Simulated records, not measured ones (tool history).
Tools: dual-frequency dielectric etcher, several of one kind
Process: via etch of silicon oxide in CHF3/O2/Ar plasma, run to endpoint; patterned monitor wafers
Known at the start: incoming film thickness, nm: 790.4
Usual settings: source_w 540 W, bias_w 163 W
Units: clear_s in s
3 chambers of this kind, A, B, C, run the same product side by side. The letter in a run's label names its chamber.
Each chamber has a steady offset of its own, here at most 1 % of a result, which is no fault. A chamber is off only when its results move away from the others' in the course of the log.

run	hour	source_w	bias_w	clear_s
1B	3.6	540	163	430.80
2C	10.2	540	163	430.84
3A	15.6	540	163	432.29
4B	21.8	540	163	426.82
5A	25.8	650	176	394.72
6C	30.3	650	176	389.25
7C	33.8	650	176	388.73
8A	37.9	540	163	434.93
9B	43.4	540	163	429.93
10B	49.4	540	163	427.37
# hour 55.2: chamber C: bias power generator calibrated
11C	56.2	540	163	426.48
12A	59.6	540	140	454.49
# hour 63.8: chamber C: wet clean of the chamber
13A	66.6	540	140	455.19
14B	70.3	540	140	450.70
15C	75.9	540	163	427.29
16B	79.5	540	163	425.56
17A	83.1	540	163	431.62
18C	89.5	540	163	426.64
19B	94.9	540	163	426.48
20C	100.0	430	136	496.90
21A	103.8	430	136	503.62
22A	107.5	430	136	501.89

Next, every chamber runs the same settings. What will each give?
23A	112.7	540	163	?
23B	112.7	540	163	?
23C	112.7	540	163	?

run	clear_s
23A	434.49
23B	427.84
23C	431.82

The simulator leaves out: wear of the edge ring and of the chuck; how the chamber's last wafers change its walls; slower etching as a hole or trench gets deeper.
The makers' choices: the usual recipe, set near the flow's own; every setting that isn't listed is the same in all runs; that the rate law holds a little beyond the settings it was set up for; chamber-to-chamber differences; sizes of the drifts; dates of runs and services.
